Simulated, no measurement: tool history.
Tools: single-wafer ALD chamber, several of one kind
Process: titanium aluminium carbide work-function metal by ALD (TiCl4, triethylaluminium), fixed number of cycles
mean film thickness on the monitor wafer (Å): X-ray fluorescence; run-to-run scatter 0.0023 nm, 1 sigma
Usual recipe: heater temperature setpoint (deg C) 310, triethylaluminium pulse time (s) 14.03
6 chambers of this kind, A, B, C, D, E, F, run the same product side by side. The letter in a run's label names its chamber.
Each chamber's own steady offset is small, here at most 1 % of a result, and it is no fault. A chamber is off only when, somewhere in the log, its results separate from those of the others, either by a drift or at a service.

| run | day | heater temperature setpoint (deg C) | triethylaluminium pulse time (s) | hours since the last thermocouple change | hours since the last triethylaluminium bottle change | read-back reference wafer on the same gauge, thickness_nm | mean film thickness on the monitor wafer (Å) |
|---|---|---|---|---|---|---|---|
| 1A | 0.258 | 310 | 14.03 | 853.3 | 622 | 1.92 | 21.268 |
| 2F | 0.412 | 310 | 14.03 | 519 | 290.2 | 1.9207 | 21.477 |
| 3C | 0.683 | 310 | 14.03 | 712.3 | 276.2 | 1.9209 | 21.477 |
| 4D | 0.846 | 310 | 14.03 | 848.9 | 1239.5 | 1.9208 | 21.47 |
| 5E | 0.996 | 310 | 14.03 | 358.5 | 555.7 | 1.9215 | 21.174 |
| 6B | 1.146 | 310 | 14.03 | 2382.4 | 1041.5 | 1.9212 | 21.262 |
| 7A | 1.379 | 310 | 14.03 | 880.2 | 648.9 | 1.9214 | 21.297 |
| 8C | 1.592 | 310 | 14.03 | 734.1 | 298 | 1.9216 | 21.399 |
| 9D | 1.867 | 310 | 14.03 | 873.4 | 1264 | 1.9222 | 21.505 |
| 10E | 2.112 | 310 | 14.03 | 385.3 | 582.5 | 1.9218 | 21.21 |
| 11B | 2.346 | 310 | 14.03 | 2411.2 | 1070.3 | 1.9216 | 21.302 |
| 12F | 2.604 | 310 | 14.03 | 571.6 | 342.8 | 1.923 | 21.443 |
| 13B | 2.867 | 310 | 14.03 | 2423.7 | 1082.8 | 1.9231 | 21.299 |
| 14F | 3.062 | 315 | 14.03 | 582.6 | 353.8 | 1.9236 | 21.934 |
| 15D | 3.279 | 315 | 14.03 | 907.3 | 1297.9 | 1.9235 | 22.003 |
| 16C | 3.45 | 315 | 14.03 | 778.7 | 342.6 | 1.9241 | 21.899 |
| 17E | 3.738 | 315 | 14.03 | 424.3 | 621.5 | 1.9234 | 21.671 |
| 18A | 4.004 | 315 | 14.03 | 943.2 | 711.9 | 1.924 | 21.777 |
| 19F | 4.225 | 315 | 14.03 | 610.5 | 381.7 | 1.9241 | 21.941 |
| 20C | 4.375 | 310 | 14.03 | 800.9 | 364.8 | 1.9244 | 21.478 |
| 21E | 4.575 | 310 | 14.03 | 444.4 | 641.6 | 1.9245 | 21.243 |
| 22A | 4.729 | 310 | 14.03 | 960.6 | 729.3 | 1.925 | 21.343 |
| 23D | 5 | 310 | 14.03 | 948.6 | 1339.2 | 1.9254 | 21.53 |
| 24B | 5.15 | 310 | 14.03 | 2478.5 | 1137.6 | 1.9257 | 21.317 |
| 25B | 5.404 | 310 | 14.03 | 2484.6 | 1143.7 | 1.9256 | 21.343 |
| 26F | 5.638 | 310 | 14.03 | 644.4 | 415.6 | 1.926 | 21.525 |
|  | 5.796 | chamber A: triethylaluminium bottle replaced |
| 27A | 5.846 | 310 | 14.03 | 987.4 | 1.2 | 1.9261 | 21.356 |
| 28D | 6.038 | 310 | 14.03 | 973.5 | 1364.1 | 1.9259 | 21.503 |
| 29E | 6.25 | 310 | 14.03 | 484.6 | 681.8 | 1.9265 | 21.262 |
| 30C | 6.492 | 310 | 14.03 | 851.7 | 415.6 | 1.9265 | 21.512 |
| 31F | 6.688 | 310 | 14.03 | 669.6 | 440.8 | 1.9272 | 21.509 |
| 32C | 6.846 | 310 | 14.03 | 860.2 | 424.1 | 1.9276 | 21.474 |
| 33D | 6.996 | 310 | 14.03 | 996.5 | 1387.1 | 1.9271 | 21.565 |
| 34A | 7.25 | 310 | 14.03 | 1021.1 | 34.9 | 1.9276 | 21.414 |
| 35B | 7.375 | 310 | 14.03 | 2531.9 | 1191 | 1.9272 | 21.346 |
| 36E | 7.646 | 324 | 19.09 | 518.1 | 715.3 | 1.9278 | 22.669 |
|  | 7.721 | chamber D: triethylaluminium bottle replaced |
| 37A | 7.854 | 324 | 19.09 | 1035.6 | 49.4 | 1.9284 | 22.767 |
| 38D | 8.012 | 324 | 19.09 | 1020.9 | 7 | 1.9282 | 23.03 |

Decide between three cases: one chamber stands off from its peers, the gauge reading all wafers drifts, or nothing is wrong past each chamber's small offset. Where a chamber is off, say which and what most likely put it there.

The shared gauge is drifting. All chambers look as if they move in step, but none is off.
Likeliest cause: gauge reads high (%) = 0.446.

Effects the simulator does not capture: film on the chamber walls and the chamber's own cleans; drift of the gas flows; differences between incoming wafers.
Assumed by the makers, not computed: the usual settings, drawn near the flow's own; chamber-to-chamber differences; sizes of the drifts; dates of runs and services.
